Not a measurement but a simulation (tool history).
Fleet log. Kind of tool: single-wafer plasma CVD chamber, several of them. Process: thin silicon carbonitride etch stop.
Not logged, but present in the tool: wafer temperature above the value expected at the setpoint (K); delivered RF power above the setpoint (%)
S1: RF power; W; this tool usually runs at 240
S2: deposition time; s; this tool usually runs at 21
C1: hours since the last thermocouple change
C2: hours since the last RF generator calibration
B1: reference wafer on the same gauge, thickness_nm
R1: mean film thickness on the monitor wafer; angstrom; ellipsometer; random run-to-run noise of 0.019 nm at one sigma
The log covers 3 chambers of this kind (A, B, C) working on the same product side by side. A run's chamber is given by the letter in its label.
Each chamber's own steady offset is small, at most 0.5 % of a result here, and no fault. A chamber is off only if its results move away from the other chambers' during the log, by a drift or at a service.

run 1A hour=6.2 | S1=240 S2=21 | C1=1491.3 C2=1903.7 | B1=12.199 | R1=126.03
run 2B hour=17.1 | S1=240 S2=21 | C1=734.9 C2=1967.2 | B1=12.207 | R1=126.22
run 3C hour=25.8 | S1=240 S2=21 | C1=858 C2=1697.3 | B1=12.208 | R1=125.8
-- hour=33.1 chamber A: RF generator calibrated
run 4B hour=38.1 | S1=240 S2=21 | C1=755.9 C2=1988.2 | B1=12.209 | R1=126.25
run 5C hour=49.5 | S1=240 S2=21 | C1=881.7 C2=1721 | B1=12.215 | R1=126.01
run 6A hour=60.4 | S1=240 S2=21 | C1=1545.5 C2=27.3 | B1=12.214 | R1=126.27
run 7A hour=70.7 | S1=240 S2=21 | C1=1555.8 C2=37.6 | B1=12.219 | R1=125.69
run 8C hour=78 | S1=240 S2=21 | C1=910.2 C2=1749.5 | B1=12.221 | R1=126.25
run 9B hour=85.9 | S1=240 S2=21 | C1=803.7 C2=2036 | B1=12.221 | R1=126.32
run 10A hour=95.3 | S1=240 S2=21 | C1=1580.4 C2=62.2 | B1=12.22 | R1=126.25
run 11C hour=107.8 | S1=240 S2=21 | C1=940 C2=1779.3 | B1=12.223 | R1=126.2
run 12B hour=118.4 | S1=240 S2=21 | C1=836.2 C2=2068.5 | B1=12.228 | R1=126.11
run 13A hour=124.9 | S1=200 S2=22.7 | C1=1610 C2=91.8 | B1=12.23 | R1=129.53
run 14B hour=136.3 | S1=200 S2=22.7 | C1=854.1 C2=2086.4 | B1=12.231 | R1=129.46
run 15C hour=145.2 | S1=200 S2=22.7 | C1=977.4 C2=1816.7 | B1=12.229 | R1=129.38
run 16C hour=154.1 | S1=240 S2=21 | C1=986.3 C2=1825.6 | B1=12.234 | R1=126
run 17A hour=163.5 | S1=220 S2=23.9 | C1=1648.6 C2=130.4 | B1=12.237 | R1=140.26
-- hour=168.7 chamber C: thermocouple changed; heater temperature recalibrated
run 18B hour=170.4 | S1=220 S2=23.9 | C1=888.2 C2=2120.5 | B1=12.236 | R1=140.24
run 19C hour=180.4 | S1=220 S2=23.9 | C1=11.7 C2=1851.9 | B1=12.239 | R1=140.22
run 20A hour=191.6 | S1=240 S2=21 | C1=1676.7 C2=158.5 | B1=12.247 | R1=126.31
run 21B hour=198.3 | S1=255 S2=17.9 | C1=916.1 C2=2148.4 | B1=12.243 | R1=109.73
run 22C hour=208.9 | S1=255 S2=17.9 | C1=40.2 C2=1880.4 | B1=12.247 | R1=109.62
run 23A hour=219.4 | S1=255 S2=17.9 | C1=1704.5 C2=186.3 | B1=12.245 | R1=109.79
run 24B hour=228 | S1=240 S2=21 | C1=945.8 C2=2178.1 | B1=12.247 | R1=126.25
run 25C hour=238.1 | S1=240 S2=21 | C1=69.4 C2=1909.6 | B1=12.249 | R1=126.51
run 26B hour=247.5 | S1=240 S2=21 | C1=965.3 C2=2197.6 | B1=12.255 | R1=126.45
run 27A hour=258.8 | S1=240 S2=21 | C1=1743.9 C2=225.7 | B1=12.253 | R1=126.74
run 28B hour=267.8 | S1=240 S2=21 | C1=985.6 C2=2217.9 | B1=12.256 | R1=126.52
run 29A hour=278.4 | S1=240 S2=21 | C1=1763.5 C2=245.3 | B1=12.261 | R1=126.76
run 30C hour=285.2 | S1=280 S2=21 | C1=116.5 C2=1956.7 | B1=12.267 | R1=132.37
run 31A hour=295.3 | S1=280 S2=21 | C1=1780.4 C2=262.2 | B1=12.262 | R1=132.68
run 32B hour=300.8 | S1=280 S2=21 | C1=1018.6 C2=2250.9 | B1=12.264 | R1=132.61
run 33C hour=307.3 | S1=240 S2=21 | C1=138.6 C2=1978.8 | B1=12.267 | R1=126.88
run 34B hour=318.4 | S1=240 S2=21 | C1=1036.2 C2=2268.5 | B1=12.275 | R1=126.6
run 35C hour=327.2 | S1=240 S2=21 | C1=158.5 C2=1998.7 | B1=12.27 | R1=126.95
run 36A hour=335.6 | S1=240 S2=21 | C1=1820.7 C2=302.5 | B1=12.271 | R1=127.17

All chambers now run identical settings, listed one chamber a line with results as question marks. What results will each chamber show?
run 37A hour=344.5 | S1=220 S2=21 | R1=?
run 37B hour=344.5 | S1=220 S2=21 | R1=?
run 37C hour=344.5 | S1=220 S2=21 | R1=?

run=37A R1=123.31
run=37B R1=123.45
run=37C R1=123.68
